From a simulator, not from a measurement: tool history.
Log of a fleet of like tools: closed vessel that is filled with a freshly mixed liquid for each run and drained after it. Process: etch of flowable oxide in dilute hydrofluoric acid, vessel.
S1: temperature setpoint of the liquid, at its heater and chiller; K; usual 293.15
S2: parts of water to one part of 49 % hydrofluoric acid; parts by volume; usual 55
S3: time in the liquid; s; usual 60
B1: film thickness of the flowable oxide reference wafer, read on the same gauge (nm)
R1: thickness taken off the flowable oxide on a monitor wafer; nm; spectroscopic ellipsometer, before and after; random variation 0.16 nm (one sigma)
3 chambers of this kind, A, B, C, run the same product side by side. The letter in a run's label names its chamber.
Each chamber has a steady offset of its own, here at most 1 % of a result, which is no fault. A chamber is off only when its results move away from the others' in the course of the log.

| run | hour | S1 | S2 | S3 | B1 | R1 |
|---|---|---|---|---|---|---|
| 1B | 5.6 | 293.15 | 55 | 60 | 49.964 | 20.3970 |
| 2C | 10.8 | 293.15 | 55 | 60 | 49.992 | 20.1010 |
| 3A | 15.3 | 293.15 | 55 | 60 | 49.986 | 20.8140 |
| 4B | 18.7 | 293.15 | 55 | 60 | 49.988 | 20.4910 |
| 5A | 24.8 | 293.15 | 55 | 60 | 49.976 | 20.3620 |
| 6C | 31.4 | 293.15 | 55 | 60 | 49.970 | 20.4380 |
| 7A | 37.2 | 293.15 | 55 | 60 | 50.006 | 19.9620 |
| 8C | 40.7 | 293.15 | 55 | 60 | 49.969 | 20.2430 |
| 9B | 47.3 | 293.15 | 55 | 60 | 50.004 | 20.5170 |
| 10A | 52.8 | 293.15 | 55 | 60 | 49.995 | 20.2840 |
| 11C | 59.7 | 291.15 | 40 | 60 | 49.998 | 26.3180 |
| 12B | 66.2 | 291.15 | 40 | 60 | 50.051 | 26.8950 |
| 13C | 69.5 | 291.15 | 40 | 60 | 49.991 | 26.5990 |
| 14B | 75.5 | 296.65 | 55 | 60 | 49.968 | 23.8060 |
| 15A | 78.7 | 296.65 | 55 | 60 | 49.990 | 23.7270 |
| 16B | 82.3 | 296.65 | 55 | 60 | 50.000 | 23.2500 |
| 17C | 87.6 | 293.15 | 55 | 60 | 49.995 | 20.5040 |
| 18A | 93.6 | 293.15 | 55 | 60 | 50.015 | 20.4760 |
| 19B | 97.5 | 293.15 | 70 | 30 | 49.969 | 7.8996 |
| 20A | 103.1 | 293.15 | 70 | 30 | 50.000 | 7.9612 |
| 21C | 107.2 | 293.15 | 70 | 30 | 49.979 | 8.0725 |
| 22A | 112.3 | 293.15 | 55 | 60 | 49.989 | 20.4720 |
| 23B | 117.3 | 293.15 | 55 | 60 | 49.993 | 20.1950 |
| 24C | 120.4 | 293.15 | 55 | 60 | 49.996 | 20.7830 |
| 25B | 125.4 | 293.15 | 55 | 60 | 50.017 | 20.4670 |
| 26C | 129.8 | 293.15 | 55 | 60 | 49.975 | 20.8470 |
| 27A | 135.8 | 293.15 | 55 | 60 | 49.987 | 20.5810 |
| 28C | 142.4 | 293.15 | 55 | 60 | 50.034 | 21.0110 |
| 29B | 149.3 | 293.15 | 55 | 50 | 49.998 | 16.9290 |
|  | 151.1 | chamber A: thermometer replaced |
| 30A | 154.1 | 293.15 | 55 | 50 | 49.998 | 16.8200 |
| 31C | 157.4 | 293.15 | 55 | 50 | 49.953 | 17.7550 |
| 32A | 162.5 | 293.15 | 55 | 60 | 49.998 | 20.3020 |
| 33B | 167.9 | 293.15 | 55 | 30 | 50.016 | 10.2510 |
| 34A | 171.5 | 293.15 | 55 | 30 | 49.997 | 10.0650 |
| 35B | 177.5 | 293.15 | 55 | 30 | 50.022 | 10.2900 |
| 36C | 182.6 | 293.15 | 55 | 60 | 49.988 | 21.4310 |

All 3 chambers run these settings next. Forecast each chamber's results:
| 37A | 187.8 | 293.15 | 45 | 60 |  | ? |
| 37B | 187.8 | 293.15 | 45 | 60 |  | ? |
| 37C | 187.8 | 293.15 | 45 | 60 |  | ? |

| run | R1 |
|---|---|
| 37A | 25.0780 |
| 37B | 25.2430 |
| 37C | 26.5130 |
